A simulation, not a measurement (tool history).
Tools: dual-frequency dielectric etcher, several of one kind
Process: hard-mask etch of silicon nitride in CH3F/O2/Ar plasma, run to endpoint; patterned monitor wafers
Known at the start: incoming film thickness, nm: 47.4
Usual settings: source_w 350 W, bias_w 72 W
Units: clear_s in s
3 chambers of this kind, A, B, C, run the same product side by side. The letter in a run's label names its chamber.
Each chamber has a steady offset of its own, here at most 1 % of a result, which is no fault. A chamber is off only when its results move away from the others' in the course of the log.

run	hour	source_w	bias_w	clear_s
1C	8.5	350	72	72.257
2B	14.7	350	72	71.33
3A	24.7	350	72	71.973
4C	36.5	350	72	72.016
5B	43.8	350	72	71.399
6A	49.5	350	72	72.11
7B	55.3	350	72	71.469
8C	60.8	350	72	71.91
# hour 69.2: chamber A: wet clean of the chamber
9A	71.7	350	72	72.374
10C	80.4	350	72	72.277
11B	90.8	350	72	71.364
12A	101.4	350	72	71.824
13C	108.5	350	72	71.628
14B	118.6	350	72	71.382
15A	130.7	350	72	72.067
16C	141.2	350	72	71.065
17A	152.4	350	72	72.392
18B	159.1	350	72	71.646
19B	167	350	72	71.726
# hour 170.3: chamber B: wet clean of the chamber
20C	177.9	350	72	70.919
21A	184.4	350	72	72.142
22C	193.1	350	72	71.225
23A	203.5	350	72	72.316
24B	210.8	350	72	71.783
25A	217.1	350	72	72.397
26C	226.2	350	72	70.665
27B	235.7	350	72	71.96
28A	245.1	350	72	72.227
29C	250.7	350	72	70.686
30B	258	350	72	71.277
31C	265.6	420	72	65.277
32A	276.6	420	72	67.493
33B	286.7	420	72	66.857
34B	297.7	350	72	71.637
35A	306.1	440	65	68.753
36C	316.8	440	65	66.593
37B	323	440	65	67.934
38A	330	350	72	71.758

All 3 chambers run these settings next. Forecast each chamber's results:
39A	338.7	350	59	?
39B	338.7	350	59	?
39C	338.7	350	59	?

run	clear_s
39A	77.003
39B	76.965
39C	74.214

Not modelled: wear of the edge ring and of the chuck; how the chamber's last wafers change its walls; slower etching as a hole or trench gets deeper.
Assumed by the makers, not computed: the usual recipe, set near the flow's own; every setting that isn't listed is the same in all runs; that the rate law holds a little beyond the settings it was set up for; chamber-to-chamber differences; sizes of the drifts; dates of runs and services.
